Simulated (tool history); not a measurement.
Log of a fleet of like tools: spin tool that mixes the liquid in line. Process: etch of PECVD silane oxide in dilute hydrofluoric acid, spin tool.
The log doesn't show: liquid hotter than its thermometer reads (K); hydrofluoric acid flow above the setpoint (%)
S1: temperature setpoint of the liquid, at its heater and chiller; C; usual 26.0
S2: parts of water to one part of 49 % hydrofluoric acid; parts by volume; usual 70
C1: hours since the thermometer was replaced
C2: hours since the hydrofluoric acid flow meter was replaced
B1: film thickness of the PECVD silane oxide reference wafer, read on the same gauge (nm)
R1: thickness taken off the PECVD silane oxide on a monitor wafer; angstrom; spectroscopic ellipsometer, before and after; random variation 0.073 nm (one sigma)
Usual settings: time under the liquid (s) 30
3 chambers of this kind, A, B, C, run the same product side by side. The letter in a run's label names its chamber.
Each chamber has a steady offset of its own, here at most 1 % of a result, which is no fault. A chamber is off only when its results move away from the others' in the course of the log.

{"run": "1B", "hour": 5.8, "S1": 26.0, "S2": 70, "time under the liquid (s)": 30, "C1": 533.0, "C2": 149.3, "B1": 49.998, "R1": 114.46}
{"run": "2C", "hour": 12.3, "S1": 26.0, "S2": 70, "time under the liquid (s)": 30, "C1": 835.0, "C2": 832.9, "B1": 50.002, "R1": 114.19}
{"run": "3A", "hour": 19.6, "S1": 26.0, "S2": 70, "time under the liquid (s)": 30, "C1": 136.9, "C2": 495.2, "B1": 49.985, "R1": 113.09}
{"run": "4B", "hour": 27.8, "S1": 26.0, "S2": 70, "time under the liquid (s)": 30, "C1": 555.0, "C2": 171.3, "B1": 50.016, "R1": 114.47}
{"run": "5C", "hour": 38.7, "S1": 26.0, "S2": 70, "time under the liquid (s)": 30, "C1": 861.4, "C2": 859.3, "B1": 49.996, "R1": 114.28}
{"run": "6A", "hour": 50.4, "S1": 26.0, "S2": 70, "time under the liquid (s)": 30, "C1": 167.7, "C2": 526.0, "B1": 50.007, "R1": 114.74}
{"run": "7A", "hour": 57.8, "S1": 26.0, "S2": 70, "time under the liquid (s)": 30, "C1": 175.1, "C2": 533.4, "B1": 50.004, "R1": 115.46}
{"run": "8C", "hour": 66.8, "S1": 26.0, "S2": 70, "time under the liquid (s)": 30, "C1": 889.5, "C2": 887.4, "B1": 49.988, "R1": 113.22}
{"run": "9B", "hour": 79.6, "S1": 21.5, "S2": 90, "time under the liquid (s)": 30, "C1": 606.8, "C2": 223.1, "B1": 50.003, "R1": 72.611}
{"run": "10C", "hour": 88.6, "S1": 21.5, "S2": 90, "time under the liquid (s)": 30, "C1": 911.3, "C2": 909.2, "B1": 49.984, "R1": 72.855}
{"run": "11B", "hour": 99.5, "S1": 21.5, "S2": 90, "time under the liquid (s)": 30, "C1": 626.7, "C2": 243.0, "B1": 50.002, "R1": 73.262}
{"run": "12A", "hour": 108.4, "S1": 26.0, "S2": 70, "time under the liquid (s)": 30, "C1": 225.7, "C2": 584.0, "B1": 50.016, "R1": 114.1}
{"run": "13A", "hour": 118.7, "S1": 26.0, "S2": 70, "time under the liquid (s)": 30, "C1": 236.0, "C2": 594.3, "B1": 50.02, "R1": 115.04}
{"run": "14C", "hour": 129.8, "S1": 26.0, "S2": 70, "time under the liquid (s)": 30, "C1": 952.5, "C2": 950.4, "B1": 49.988, "R1": 115.75}
{"run": "15B", "hour": 141.5, "S1": 26.0, "S2": 70, "time under the liquid (s)": 30, "C1": 668.7, "C2": 285.0, "B1": 50.003, "R1": 115.9}
{"run": "16C", "hour": 150.3, "S1": 26.0, "S2": 70, "time under the liquid (s)": 30, "C1": 973.0, "C2": 970.9, "B1": 50.003, "R1": 116.19}
{"run": "17B", "hour": 162.4, "S1": 26.0, "S2": 70, "time under the liquid (s)": 30, "C1": 689.6, "C2": 305.9, "B1": 50.006, "R1": 116.11}
{"run": "18A", "hour": 172.6, "S1": 26.0, "S2": 70, "time under the liquid (s)": 30, "C1": 289.9, "C2": 648.2, "B1": 49.997, "R1": 118.03}
{"run": "19A", "hour": 183.9, "S1": 26.0, "S2": 70, "time under the liquid (s)": 20, "C1": 301.2, "C2": 659.5, "B1": 50.009, "R1": 78.843}
{"run": "20B", "hour": 196.5, "S1": 26.0, "S2": 70, "time under the liquid (s)": 20, "C1": 723.7, "C2": 340.0, "B1": 50.012, "R1": 75.882}
{"run": "21C", "hour": 202.4, "S1": 26.0, "S2": 70, "time under the liquid (s)": 20, "C1": 1025.1, "C2": 1023.0, "B1": 50.001, "R1": 76.876}
{"run": "22B", "hour": 213.0, "S1": 26.0, "S2": 70, "time under the liquid (s)": 30, "C1": 740.2, "C2": 356.5, "B1": 50.003, "R1": 114.11}
{"run": "23A", "hour": 219.5, "S1": 26.0, "S2": 70, "time under the liquid (s)": 30, "C1": 336.8, "C2": 695.1, "B1": 49.978, "R1": 119.75}
{"run": "24C", "hour": 232.0, "S1": 26.0, "S2": 70, "time under the liquid (s)": 30, "C1": 1054.7, "C2": 1052.6, "B1": 49.992, "R1": 115.04}
{"run": "25C", "hour": 244.7, "S1": 26.0, "S2": 70, "time under the liquid (s)": 30, "C1": 1067.4, "C2": 1065.3, "B1": 49.984, "R1": 115.2}
{"run": "26A", "hour": 252.6, "S1": 26.0, "S2": 70, "time under the liquid (s)": 30, "C1": 369.9, "C2": 728.2, "B1": 49.988, "R1": 122.51}
{"run": "27B", "hour": 263.5, "S1": 26.0, "S2": 70, "time under the liquid (s)": 30, "C1": 790.7, "C2": 407.0, "B1": 49.991, "R1": 115.8}
{"run": "28B", "hour": 273.5, "S1": 26.0, "S2": 70, "time under the liquid (s)": 30, "C1": 800.7, "C2": 417.0, "B1": 50.017, "R1": 114.09}
{"run": "29A", "hour": 286.2, "S1": 26.0, "S2": 70, "time under the liquid (s)": 30, "C1": 403.5, "C2": 761.8, "B1": 49.994, "R1": 123.23}
{"run": "30C", "hour": 298.9, "S1": 26.0, "S2": 70, "time under the liquid (s)": 45, "C1": 1121.6, "C2": 1119.5, "B1": 50.002, "R1": 170.82}

Is one chamber off against the others, does the gauge drift, or is nothing wrong? If a chamber is off, say which, and what the likeliest cause is.

Chamber A drifts away from the others.
Cause: hydrofluoric acid flow above the setpoint (%) = 8.43.
The log may not tell that from: liquid hotter than its thermometer reads (K).

Here are 4 candidates for chamber A's next run, each the usual settings with a change, their results left as question marks. Which one brings its results back in line with what the others give on the usual settings?
In line means no further than this from the other chambers' mean on the usual settings: R1 2.600 angstrom
{"run": "31A-1", "hour": 308.2, "S1": 26.0, "S2": 60, "time under the liquid (s)": 30, "R1": "?"}
{"run": "31A-2", "hour": 308.2, "S1": 26.0, "S2": 65, "time under the liquid (s)": 30, "R1": "?"}
{"run": "31A-3", "hour": 308.2, "S1": 26.0, "S2": 75, "time under the liquid (s)": 30, "R1": "?"}
{"run": "31A-4", "hour": 308.2, "S1": 25.5, "S2": 80, "time under the liquid (s)": 30, "R1": "?"}

The other chambers' mean on the usual settings: R1 115.010 angstrom
run=31A-1 R1=147.560
run=31A-2 R1=135.230
run=31A-3 R1=115.560
run=31A-4 R1=105.490
31A-3 brings the chamber back in line.
